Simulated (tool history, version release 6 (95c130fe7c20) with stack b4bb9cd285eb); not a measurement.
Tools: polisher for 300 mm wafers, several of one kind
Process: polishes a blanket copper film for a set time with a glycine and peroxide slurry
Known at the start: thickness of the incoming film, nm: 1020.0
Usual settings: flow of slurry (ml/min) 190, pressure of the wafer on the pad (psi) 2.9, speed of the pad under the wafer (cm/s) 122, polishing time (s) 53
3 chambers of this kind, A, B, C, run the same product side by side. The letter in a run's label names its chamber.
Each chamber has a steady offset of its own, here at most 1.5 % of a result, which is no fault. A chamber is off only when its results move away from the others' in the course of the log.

run,hour,flow of slurry (ml/min),pressure of the wafer on the pad (psi),speed of the pad under the wafer (cm/s),polishing time (s),film removed (nm)
1B,10.5,190,2.9,122,53,338.43
2C,15.3,190,2.9,122,53,340.36
3A,24.6,190,2.9,122,53,333.32
# hour 29.3: chamber B: head pressure recalibrated
4A,29.4,190,2.9,122,53,329.40
5C,36.0,190,2.9,122,53,339.12
6B,42.6,190,2.9,122,53,340.60
7A,50.8,230,2.9,106,53,301.55
8B,56.4,230,2.9,106,53,306.91
9C,63.2,230,2.9,106,53,305.02
10A,72.1,190,2.9,122,53,323.90
11B,77.4,190,2.9,122,53,344.66
# hour 81.1: chamber C: worn pad replaced by a new one
12C,88.4,190,2.9,122,53,331.97
13C,98.0,190,2.2,122,70,354.27
14A,105.3,190,2.2,122,70,338.91
15B,111.7,190,2.2,122,70,358.81
16B,122.4,190,2.9,122,53,345.66
17A,132.1,190,2.9,122,53,306.92
18C,140.7,190,2.9,122,53,332.69
# hour 141.1: chamber B: worn pad replaced by a new one
# hour 144.0: chamber C: head pressure recalibrated
19B,151.0,190,2.9,122,53,330.70
20C,161.3,190,2.9,122,53,343.11
21A,168.7,190,2.9,122,53,310.00

All 3 chambers run these settings next. Forecast each chamber's results:
22A,176.6,190,2.9,122,53,?
22B,176.6,190,2.9,122,53,?
22C,176.6,190,2.9,122,53,?

run,film removed (nm)
22A,304.56
22B,329.90
22C,344.77
